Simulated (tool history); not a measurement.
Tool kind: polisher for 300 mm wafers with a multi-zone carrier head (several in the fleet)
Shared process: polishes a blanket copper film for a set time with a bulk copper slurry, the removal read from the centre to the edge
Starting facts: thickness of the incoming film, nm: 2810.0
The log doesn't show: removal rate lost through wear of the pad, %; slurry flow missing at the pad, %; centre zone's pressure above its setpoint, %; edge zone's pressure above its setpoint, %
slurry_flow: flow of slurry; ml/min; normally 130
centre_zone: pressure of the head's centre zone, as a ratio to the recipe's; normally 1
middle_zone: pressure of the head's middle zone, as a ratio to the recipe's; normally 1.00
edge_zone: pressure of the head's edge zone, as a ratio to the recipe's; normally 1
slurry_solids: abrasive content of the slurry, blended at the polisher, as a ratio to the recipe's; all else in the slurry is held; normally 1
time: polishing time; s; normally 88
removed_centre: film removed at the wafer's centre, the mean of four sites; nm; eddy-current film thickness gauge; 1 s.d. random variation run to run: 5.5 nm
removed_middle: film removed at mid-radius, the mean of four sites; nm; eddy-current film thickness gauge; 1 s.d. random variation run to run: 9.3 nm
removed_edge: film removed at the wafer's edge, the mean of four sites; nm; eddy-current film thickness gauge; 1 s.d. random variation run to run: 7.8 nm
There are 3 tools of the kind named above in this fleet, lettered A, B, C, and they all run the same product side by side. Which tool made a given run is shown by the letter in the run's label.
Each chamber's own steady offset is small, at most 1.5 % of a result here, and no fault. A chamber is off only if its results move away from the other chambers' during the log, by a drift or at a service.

| run | hour | slurry_flow | centre_zone | middle_zone | edge_zone | slurry_solids | time | wafers polished on this pad | hours since the slurry nozzle was cleaned | hours since the centre zone pressure was calibrated | hours since the edge zone pressure was calibrated | removed_centre | removed_middle | removed_edge |
|---|---|---|---|---|---|---|---|---|---|---|---|---|---|---|
| 1A | 6.0 | 130 | 1 | 1.00 | 1 | 1 | 88 | 414 | 88.9 | 390.6 | 242.3 | 785.90 | 795.16 | 792.34 |
| 2C | 11.0 | 130 | 1 | 1.00 | 1 | 1 | 88 | 263 | 201.2 | 561.0 | 539.4 | 780.15 | 792.82 | 767.94 |
| 3B | 15.9 | 130 | 1 | 1.00 | 1 | 1 | 88 | 508 | 251.6 | 1208.8 | 602.3 | 796.88 | 783.92 | 782.95 |
|  | 22.3 | chamber A: worn pad replaced by a new one |
| 4B | 22.7 | 130 | 1 | 1.00 | 1 | 1 | 88 | 558 | 258.4 | 1215.6 | 609.1 | 799.36 | 769.58 | 787.48 |
| 5C | 26.2 | 130 | 1 | 1.00 | 1 | 1 | 88 | 376 | 216.4 | 576.2 | 554.6 | 781.43 | 787.55 | 783.04 |
| 6A | 31.5 | 130 | 1 | 1.00 | 1 | 1 | 88 | 68 | 114.4 | 416.1 | 267.8 | 775.66 | 791.01 | 781.75 |
|  | 33.2 | chamber B: worn pad replaced by a new one |
| 7A | 39.0 | 130 | 1 | 0.94 | 1 | 1 | 63 | 123 | 121.9 | 423.6 | 275.3 | 552.33 | 532.71 | 555.93 |
|  | 42.1 | chamber C: slurry nozzle cleaned |
|  | 43.2 | chamber B: slurry nozzle cleaned |
| 8C | 43.3 | 130 | 1 | 0.94 | 1 | 1 | 63 | 502 | 1.3 | 593.3 | 571.7 | 558.79 | 536.72 | 564.24 |
| 9B | 49.9 | 130 | 1 | 0.94 | 1 | 1 | 63 | 123 | 6.8 | 1242.8 | 636.3 | 573.57 | 540.65 | 568.34 |
| 10A | 55.9 | 130 | 1 | 1.00 | 1 | 1 | 88 | 248 | 138.8 | 440.5 | 292.2 | 788.62 | 796.00 | 787.14 |
| 11C | 63.4 | 130 | 1 | 1.00 | 1 | 1 | 88 | 651 | 21.4 | 613.4 | 591.8 | 769.08 | 776.53 | 784.53 |
| 12B | 68.1 | 130 | 1 | 1.00 | 1 | 1 | 88 | 258 | 25.0 | 1261.0 | 654.5 | 795.50 | 780.88 | 776.69 |
|  | 75.0 | chamber B: centre zone pressure recalibrated |
| 13A | 75.4 | 130 | 1 | 1.00 | 1 | 1 | 88 | 392 | 158.3 | 460.0 | 311.7 | 795.69 | 811.83 | 777.84 |
| 14B | 81.0 | 100 | 1 | 0.89 | 1 | 1 | 88 | 353 | 37.9 | 6.0 | 667.4 | 739.19 | 673.07 | 756.90 |
| 15C | 84.5 | 100 | 1 | 0.89 | 1 | 1 | 88 | 807 | 42.5 | 634.5 | 612.9 | 721.76 | 659.22 | 760.65 |
| 16B | 89.6 | 100 | 1 | 0.89 | 1 | 1 | 88 | 417 | 46.5 | 14.6 | 676.0 | 737.06 | 661.62 | 754.27 |
| 17C | 95.8 | 130 | 1 | 1.00 | 1 | 1 | 88 | 891 | 53.8 | 645.8 | 624.2 | 772.16 | 777.50 | 769.49 |
|  | 99.1 | chamber A: worn pad replaced by a new one |
| 18A | 102.4 | 130 | 1 | 1.00 | 1 | 1 | 88 | 24 | 185.3 | 487.0 | 338.7 | 779.67 | 795.45 | 782.83 |
|  | 106.8 | chamber A: edge zone pressure recalibrated |
|  | 107.0 | chamber C: centre zone pressure recalibrated |
| 19C | 108.8 | 130 | 1 | 1.00 | 1 | 1 | 88 | 987 | 66.8 | 1.9 | 637.2 | 769.74 | 765.95 | 760.76 |
| 20A | 116.2 | 130 | 1 | 1.00 | 1 | 1 | 88 | 127 | 199.1 | 500.8 | 9.5 | 778.34 | 804.52 | 788.30 |
| 21B | 119.9 | 130 | 1 | 1.00 | 1 | 1 | 88 | 641 | 76.8 | 44.9 | 706.3 | 801.78 | 782.75 | 782.91 |
|  | 125.0 | chamber B: worn pad replaced by a new one |
| 22A | 125.5 | 130 | 1 | 1.00 | 1 | 1 | 88 | 195 | 208.4 | 510.1 | 18.8 | 778.78 | 777.30 | 778.98 |
| 23C | 131.0 | 130 | 1 | 1.00 | 1 | 1 | 88 | 1151 | 89.0 | 24.1 | 659.4 | 770.81 | 773.52 | 770.89 |
| 24B | 135.8 | 130 | 1 | 1.00 | 1 | 1 | 88 | 80 | 92.7 | 60.8 | 722.2 | 795.38 | 789.29 | 781.17 |
| 25B | 141.9 | 130 | 1 | 1.00 | 1 | 1 | 88 | 125 | 98.8 | 66.9 | 728.3 | 789.87 | 787.83 | 778.79 |
| 26C | 148.4 | 130 | 1 | 1.00 | 1 | 1 | 88 | 1280 | 106.4 | 41.5 | 676.8 | 760.95 | 785.12 | 767.78 |
| 27A | 154.2 | 130 | 1 | 1.00 | 1 | 1 | 88 | 408 | 237.1 | 538.8 | 47.5 | 784.97 | 796.65 | 788.26 |
| 28C | 161.2 | 130 | 1 | 1.00 | 1 | 1 | 88 | 1375 | 119.2 | 54.3 | 689.6 | 762.15 | 751.35 | 760.51 |
| 29B | 164.8 | 130 | 1 | 1.00 | 1 | 1 | 88 | 294 | 121.7 | 89.8 | 751.2 | 795.25 | 791.20 | 792.98 |
|  | 166.6 | chamber A: worn pad replaced by a new one |
| 30A | 168.4 | 130 | 1 | 1.00 | 1 | 1 | 88 | 13 | 251.3 | 553.0 | 61.7 | 781.98 | 785.70 | 775.69 |
| 31B | 174.9 | 130 | 1 | 1.00 | 1 | 1 | 88 | 369 | 131.8 | 99.9 | 761.3 | 802.48 | 777.34 | 785.18 |
| 32C | 180.7 | 130 | 1 | 1.00 | 1 | 1 | 88 | 1519 | 138.7 | 73.8 | 709.1 | 763.44 | 763.13 | 772.90 |
| 33A | 187.9 | 130 | 1 | 1.00 | 1 | 1 | 88 | 158 | 270.8 | 572.5 | 81.2 | 778.90 | 783.73 | 774.61 |
| 34A | 194.1 | 130 | 1 | 1.00 | 1 | 1 | 88 | 204 | 277.0 | 578.7 | 87.4 | 784.48 | 780.72 | 786.95 |
| 35C | 197.9 | 110 | 1 | 1.00 | 1 | 1 | 88 | 1646 | 155.9 | 91.0 | 726.3 | 724.76 | 716.14 | 744.66 |
| 36B | 202.4 | 110 | 1 | 1.00 | 1 | 1 | 88 | 572 | 159.3 | 127.4 | 788.8 | 755.91 | 748.38 | 767.09 |
| 37B | 208.5 | 110 | 1 | 1.00 | 1 | 1 | 88 | 617 | 165.4 | 133.5 | 794.9 | 755.61 | 742.89 | 757.06 |
| 38C | 212.3 | 130 | 1 | 1.00 | 1 | 1 | 88 | 1753 | 170.3 | 105.4 | 740.7 | 749.41 | 744.44 | 762.05 |
| 39A | 217.4 | 130 | 1 | 1.00 | 1 | 1 | 88 | 376 | 300.3 | 602.0 | 110.7 | 777.85 | 806.89 | 777.22 |
|  | 217.9 | chamber A: slurry nozzle cleaned |
| 40C | 224.3 | 130 | 1 | 1.00 | 1 | 1 | 88 | 1841 | 182.3 | 117.4 | 752.7 | 751.54 | 752.53 | 757.00 |
| 41A | 229.8 | 130 | 1 | 1.00 | 1 | 1 | 88 | 468 | 12.0 | 614.4 | 123.1 | 787.77 | 793.86 | 792.29 |

Has any chamber moved away from the others, gradually or after a service, or does the common gauge drift, or do the chambers differ only by their own small steady offsets? State the chamber and the most likely cause if one applies.

Little by little, chamber C moves away from the other chambers.
Cause: removal rate lost through wear of the pad, % = 4.44.

Below are 4 candidate recipes for chamber C's next run, each the usual settings with a change, their results shown as question marks. Which of them brings C's results back in line with what the other chambers give on the usual settings?
A result is in line if it is within this distance of the other chambers' mean on the usual settings: removed_centre 19.00 nm; removed_middle 32.00 nm; removed_edge 27.00 nm
| 42C-1 | 235.4 | 125 | 0.99 | 0.98 | 1.01 | 1 | 82 |  |  |  |  | ? | ? | ? |
| 42C-2 | 235.4 | 135 | 1.01 | 1.02 | 0.99 | 1 | 94 |  |  |  |  | ? | ? | ? |
| 42C-3 | 235.4 | 130 | 1.01 | 1.01 | 0.99 | 1 | 91 |  |  |  |  | ? | ? | ? |
| 42C-4 | 235.4 | 130 | 0.99 | 0.99 | 1.01 | 1 | 85 |  |  |  |  | ? | ? | ? |

What the other chambers average on the usual settings: removed_centre 787.49 nm; removed_middle 787.89 nm; removed_edge 782.23 nm
| run | removed_centre | removed_middle | removed_edge |
|---|---|---|---|
| 42C-1 | 686.26 | 673.70 | 704.43 |
| 42C-2 | 819.76 | 815.01 | 808.06 |
| 42C-3 | 786.33 | 775.53 | 777.96 |
| 42C-4 | 718.46 | 711.10 | 734.55 |
Change 42C-3 lands the chamber within the allowed miss of the other chambers.

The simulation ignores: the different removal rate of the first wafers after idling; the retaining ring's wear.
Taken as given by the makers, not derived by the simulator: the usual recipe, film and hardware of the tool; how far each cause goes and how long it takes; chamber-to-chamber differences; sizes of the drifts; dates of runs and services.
